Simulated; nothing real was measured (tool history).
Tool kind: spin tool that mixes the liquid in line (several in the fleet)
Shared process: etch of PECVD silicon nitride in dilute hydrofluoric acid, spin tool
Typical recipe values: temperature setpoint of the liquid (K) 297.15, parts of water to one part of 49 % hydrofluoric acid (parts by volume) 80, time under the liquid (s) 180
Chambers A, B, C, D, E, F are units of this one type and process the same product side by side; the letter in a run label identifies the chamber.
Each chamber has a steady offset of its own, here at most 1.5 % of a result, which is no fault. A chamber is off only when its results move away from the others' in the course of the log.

| run | day | temperature setpoint of the liquid (K) | parts of water to one part of 49 % hydrofluoric acid (parts by volume) | time under the liquid (s) | hours since the thermometer was replaced | hours since the hydrofluoric acid flow meter was replaced | read-back film thickness of the PECVD silicon nitride reference wafer, read on the same gauge (nm) | thickness taken off the PECVD silicon nitride on a monitor wafer (nm) |
|---|---|---|---|---|---|---|---|---|
| 1B | 0.388 | 297.15 | 80 | 180 | 588.0 | 1345.2 | 100.010 | 12.7610 |
| 2D | 0.758 | 297.15 | 80 | 180 | 1447.5 | 457.5 | 99.987 | 12.7580 |
| 3E | 1.192 | 297.15 | 80 | 180 | 617.4 | 303.3 | 100.020 | 12.8640 |
| 4F | 1.825 | 297.15 | 80 | 180 | 711.8 | 179.8 | 99.986 | 12.6630 |
| 5C | 2.258 | 297.15 | 80 | 180 | 798.9 | 1453.2 | 99.981 | 12.5940 |
| 6A | 2.662 | 297.15 | 80 | 180 | 698.5 | 170.6 | 100.020 | 12.7530 |
| 7E | 3.258 | 297.15 | 80 | 180 | 667.0 | 352.9 | 99.984 | 12.7870 |
|  | 3.600 | chamber A: thermometer replaced |
| 8F | 3.683 | 297.15 | 80 | 180 | 756.4 | 224.4 | 100.020 | 12.8240 |
| 9C | 4.158 | 297.15 | 80 | 180 | 844.5 | 1498.8 | 99.997 | 12.8970 |
| 10B | 4.479 | 297.15 | 80 | 180 | 686.2 | 1443.4 | 99.999 | 12.7220 |
| 11A | 4.962 | 297.15 | 80 | 180 | 32.8 | 225.8 | 99.965 | 12.9460 |
| 12D | 5.292 | 297.15 | 80 | 180 | 1556.3 | 566.3 | 100.000 | 12.6400 |
| 13C | 5.667 | 297.15 | 80 | 180 | 880.7 | 1535.0 | 100.030 | 12.9140 |
| 14F | 6.142 | 297.15 | 80 | 180 | 815.4 | 283.4 | 100.040 | 12.9740 |
| 15E | 6.733 | 297.15 | 80 | 180 | 750.4 | 436.3 | 100.030 | 12.8040 |
| 16B | 7.333 | 297.15 | 80 | 180 | 754.7 | 1511.9 | 99.998 | 12.7650 |
| 17A | 7.812 | 297.15 | 80 | 180 | 101.2 | 294.2 | 100.000 | 13.0170 |
| 18D | 8.200 | 297.15 | 80 | 180 | 1626.1 | 636.1 | 100.010 | 12.6470 |
| 19D | 8.712 | 297.15 | 65 | 225 | 1638.4 | 648.4 | 100.010 | 19.3890 |
| 20B | 9.150 | 297.15 | 65 | 225 | 798.3 | 1555.5 | 100.010 | 19.7060 |
| 21F | 9.496 | 297.15 | 65 | 225 | 895.9 | 363.9 | 99.974 | 19.7200 |
|  | 9.788 | chamber D: hydrofluoric acid flow meter replaced |
| 22A | 10.054 | 297.15 | 65 | 225 | 155.0 | 348.0 | 100.020 | 19.7130 |
| 23E | 10.588 | 297.15 | 65 | 225 | 842.9 | 528.8 | 100.000 | 19.8490 |
| 24C | 11.154 | 297.15 | 65 | 225 | 1012.4 | 1666.7 | 100.000 | 20.0540 |
|  | 11.221 | chamber B: hydrofluoric acid flow meter replaced |
| 25C | 11.492 | 297.15 | 80 | 110 | 1020.5 | 1674.8 | 100.020 | 8.1080 |
| 26E | 11.917 | 297.15 | 80 | 110 | 874.8 | 560.7 | 99.985 | 7.7803 |
| 27D | 12.242 | 297.15 | 80 | 110 | 1723.1 | 59.0 | 99.988 | 7.7929 |
| 28B | 12.779 | 297.15 | 80 | 110 | 885.4 | 37.4 | 99.996 | 7.7681 |
| 29F | 13.225 | 297.15 | 80 | 110 | 985.4 | 453.4 | 100.000 | 7.8264 |
| 30A | 13.667 | 297.15 | 80 | 110 | 241.7 | 434.7 | 99.974 | 7.8446 |
| 31B | 14.179 | 297.15 | 115 | 180 | 919.0 | 71.0 | 99.979 | 8.8656 |
| 32E | 14.638 | 297.15 | 115 | 180 | 940.1 | 626.0 | 99.972 | 8.9219 |
| 33F | 14.950 | 297.15 | 115 | 180 | 1026.8 | 494.8 | 99.991 | 8.8741 |
| 34A | 15.421 | 297.15 | 115 | 180 | 283.8 | 476.8 | 99.987 | 9.0153 |
| 35D | 15.812 | 297.15 | 115 | 180 | 1808.8 | 144.7 | 100.000 | 8.8747 |
| 36C | 16.371 | 297.15 | 115 | 180 | 1137.6 | 1791.9 | 100.010 | 9.3800 |
| 37A | 16.846 | 297.15 | 80 | 180 | 318.0 | 511.0 | 99.993 | 12.9500 |
| 38F | 17.354 | 297.15 | 80 | 180 | 1084.5 | 552.5 | 99.982 | 12.7020 |
| 39C | 17.896 | 292.65 | 40 | 180 | 1174.2 | 1828.5 | 100.020 | 19.1760 |

The same settings go to every chamber for the next run, one line per chamber below. Forecast the results for each:
| 40A | 18.350 | 297.15 | 80 | 95 |  |  |  | ? |
| 40B | 18.350 | 297.15 | 80 | 95 |  |  |  | ? |
| 40C | 18.350 | 297.15 | 80 | 95 |  |  |  | ? |
| 40D | 18.350 | 297.15 | 80 | 95 |  |  |  | ? |
| 40E | 18.350 | 297.15 | 80 | 95 |  |  |  | ? |
| 40F | 18.350 | 297.15 | 80 | 95 |  |  |  | ? |

| run | thickness taken off the PECVD silicon nitride on a monitor wafer (nm) |
|---|---|
| 40A | 6.7729 |
| 40B | 6.7590 |
| 40C | 7.2268 |
| 40D | 6.7197 |
| 40E | 6.6753 |
| 40F | 6.7274 |
